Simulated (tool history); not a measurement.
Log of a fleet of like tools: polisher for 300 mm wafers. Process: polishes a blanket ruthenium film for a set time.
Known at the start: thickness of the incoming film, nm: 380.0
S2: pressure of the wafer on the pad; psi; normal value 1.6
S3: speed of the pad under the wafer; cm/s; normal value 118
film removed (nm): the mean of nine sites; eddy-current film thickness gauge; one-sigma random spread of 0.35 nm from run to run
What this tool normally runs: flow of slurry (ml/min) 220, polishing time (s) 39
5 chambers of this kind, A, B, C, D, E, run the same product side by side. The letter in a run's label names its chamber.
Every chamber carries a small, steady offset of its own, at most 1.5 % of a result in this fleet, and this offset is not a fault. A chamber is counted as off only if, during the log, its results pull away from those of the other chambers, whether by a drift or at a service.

run 1E day=0.212 | flow_of_slurry_(ml/min)=220 S2=1.6 S3=118 polishing_time_(s)=39 | film_removed_(nm)=38.981
-- day=0.379 chamber E: worn pad replaced by a new one
run 2A day=0.512 | flow_of_slurry_(ml/min)=220 S2=1.6 S3=118 polishing_time_(s)=39 | film_removed_(nm)=38.235
run 3C day=0.754 | flow_of_slurry_(ml/min)=220 S2=1.6 S3=118 polishing_time_(s)=39 | film_removed_(nm)=37.369
-- day=0.967 chamber B: worn pad replaced by a new one
run 4D day=1.088 | flow_of_slurry_(ml/min)=220 S2=1.6 S3=118 polishing_time_(s)=39 | film_removed_(nm)=37.934
run 5B day=1.392 | flow_of_slurry_(ml/min)=220 S2=1.6 S3=118 polishing_time_(s)=39 | film_removed_(nm)=37.709
run 6D day=1.571 | flow_of_slurry_(ml/min)=220 S2=1.6 S3=136 polishing_time_(s)=45 | film_removed_(nm)=50.679
run 7B day=1.833 | flow_of_slurry_(ml/min)=220 S2=1.6 S3=136 polishing_time_(s)=45 | film_removed_(nm)=49.916
run 8E day=2.108 | flow_of_slurry_(ml/min)=220 S2=1.6 S3=136 polishing_time_(s)=45 | film_removed_(nm)=51.207
-- day=2.171 chamber E: worn pad replaced by a new one
run 9A day=2.371 | flow_of_slurry_(ml/min)=220 S2=1.6 S3=136 polishing_time_(s)=45 | film_removed_(nm)=50.637
run 10C day=2.642 | flow_of_slurry_(ml/min)=220 S2=1.6 S3=136 polishing_time_(s)=45 | film_removed_(nm)=49.726
-- day=2.733 chamber B: worn pad replaced by a new one
-- day=2.862 chamber C: worn pad replaced by a new one
run 11B day=2.975 | flow_of_slurry_(ml/min)=220 S2=1.6 S3=118 polishing_time_(s)=39 | film_removed_(nm)=38.525
run 12A day=3.267 | flow_of_slurry_(ml/min)=190 S2=1.6 S3=118 polishing_time_(s)=39 | film_removed_(nm)=37.308
-- day=3.512 chamber A: worn pad replaced by a new one
run 13D day=3.575 | flow_of_slurry_(ml/min)=190 S2=1.6 S3=118 polishing_time_(s)=39 | film_removed_(nm)=36.459
run 14C day=3.812 | flow_of_slurry_(ml/min)=190 S2=1.6 S3=118 polishing_time_(s)=39 | film_removed_(nm)=36.859
run 15E day=3.975 | flow_of_slurry_(ml/min)=190 S2=1.6 S3=118 polishing_time_(s)=39 | film_removed_(nm)=37.934
-- day=4.150 chamber E: worn pad replaced by a new one
run 16E day=4.196 | flow_of_slurry_(ml/min)=190 S2=1.6 S3=118 polishing_time_(s)=39 | film_removed_(nm)=37.800
run 17A day=4.442 | flow_of_slurry_(ml/min)=220 S2=1.6 S3=118 polishing_time_(s)=39 | film_removed_(nm)=38.410
-- day=4.550 chamber B: worn pad replaced by a new one
run 18C day=4.608 | flow_of_slurry_(ml/min)=220 S2=1.6 S3=118 polishing_time_(s)=39 | film_removed_(nm)=38.050
run 19D day=4.883 | flow_of_slurry_(ml/min)=220 S2=1.6 S3=118 polishing_time_(s)=39 | film_removed_(nm)=36.052
run 20B day=5.196 | flow_of_slurry_(ml/min)=220 S2=1.6 S3=118 polishing_time_(s)=39 | film_removed_(nm)=38.041
run 21D day=5.400 | flow_of_slurry_(ml/min)=220 S2=1.6 S3=118 polishing_time_(s)=39 | film_removed_(nm)=36.297
run 22C day=5.654 | flow_of_slurry_(ml/min)=220 S2=1.6 S3=118 polishing_time_(s)=39 | film_removed_(nm)=37.400
run 23A day=5.921 | flow_of_slurry_(ml/min)=220 S2=1.6 S3=118 polishing_time_(s)=39 | film_removed_(nm)=37.791
-- day=6.050 chamber E: worn pad replaced by a new one
run 24B day=6.212 | flow_of_slurry_(ml/min)=220 S2=1.6 S3=118 polishing_time_(s)=39 | film_removed_(nm)=37.162
run 25E day=6.458 | flow_of_slurry_(ml/min)=220 S2=1.6 S3=118 polishing_time_(s)=39 | film_removed_(nm)=38.950
-- day=6.479 chamber B: worn pad replaced by a new one
-- day=6.696 chamber C: worn pad replaced by a new one
-- day=6.804 chamber B: slurry nozzle cleaned
run 26D day=6.817 | flow_of_slurry_(ml/min)=220 S2=1.6 S3=118 polishing_time_(s)=39 | film_removed_(nm)=35.427
-- day=7.075 chamber E: head pressure recalibrated
run 27E day=7.117 | flow_of_slurry_(ml/min)=190 S2=2.1 S3=118 polishing_time_(s)=39 | film_removed_(nm)=50.019
run 28A day=7.312 | flow_of_slurry_(ml/min)=190 S2=2.1 S3=118 polishing_time_(s)=39 | film_removed_(nm)=49.367
run 29B day=7.638 | flow_of_slurry_(ml/min)=190 S2=2.1 S3=118 polishing_time_(s)=39 | film_removed_(nm)=48.826
run 30C day=7.925 | flow_of_slurry_(ml/min)=190 S2=2.1 S3=118 polishing_time_(s)=39 | film_removed_(nm)=49.696
-- day=8.025 chamber E: worn pad replaced by a new one
-- day=8.262 chamber B: worn pad replaced by a new one
run 31B day=8.279 | flow_of_slurry_(ml/min)=190 S2=2.1 S3=118 polishing_time_(s)=39 | film_removed_(nm)=47.504
-- day=8.496 chamber A: worn pad replaced by a new one
run 32E day=8.571 | flow_of_slurry_(ml/min)=220 S2=1.6 S3=118 polishing_time_(s)=39 | film_removed_(nm)=38.060
run 33A day=8.850 | flow_of_slurry_(ml/min)=220 S2=1.6 S3=118 polishing_time_(s)=39 | film_removed_(nm)=38.475
run 34C day=9.158 | flow_of_slurry_(ml/min)=220 S2=1.6 S3=118 polishing_time_(s)=39 | film_removed_(nm)=37.505

All chambers now run identical settings, listed one chamber a line with results as question marks. What results will each chamber show?
run 35A day=9.417 | flow_of_slurry_(ml/min)=220 S2=1.6 S3=118 polishing_time_(s)=39 | film_removed_(nm)=?
run 35B day=9.417 | flow_of_slurry_(ml/min)=220 S2=1.6 S3=118 polishing_time_(s)=39 | film_removed_(nm)=?
run 35C day=9.417 | flow_of_slurry_(ml/min)=220 S2=1.6 S3=118 polishing_time_(s)=39 | film_removed_(nm)=?
run 35D day=9.417 | flow_of_slurry_(ml/min)=220 S2=1.6 S3=118 polishing_time_(s)=39 | film_removed_(nm)=?
run 35E day=9.417 | flow_of_slurry_(ml/min)=220 S2=1.6 S3=118 polishing_time_(s)=39 | film_removed_(nm)=?

run=35A film_removed_(nm)=37.853
run=35B film_removed_(nm)=37.526
run=35C film_removed_(nm)=37.397
run=35D film_removed_(nm)=33.170
run=35E film_removed_(nm)=38.394
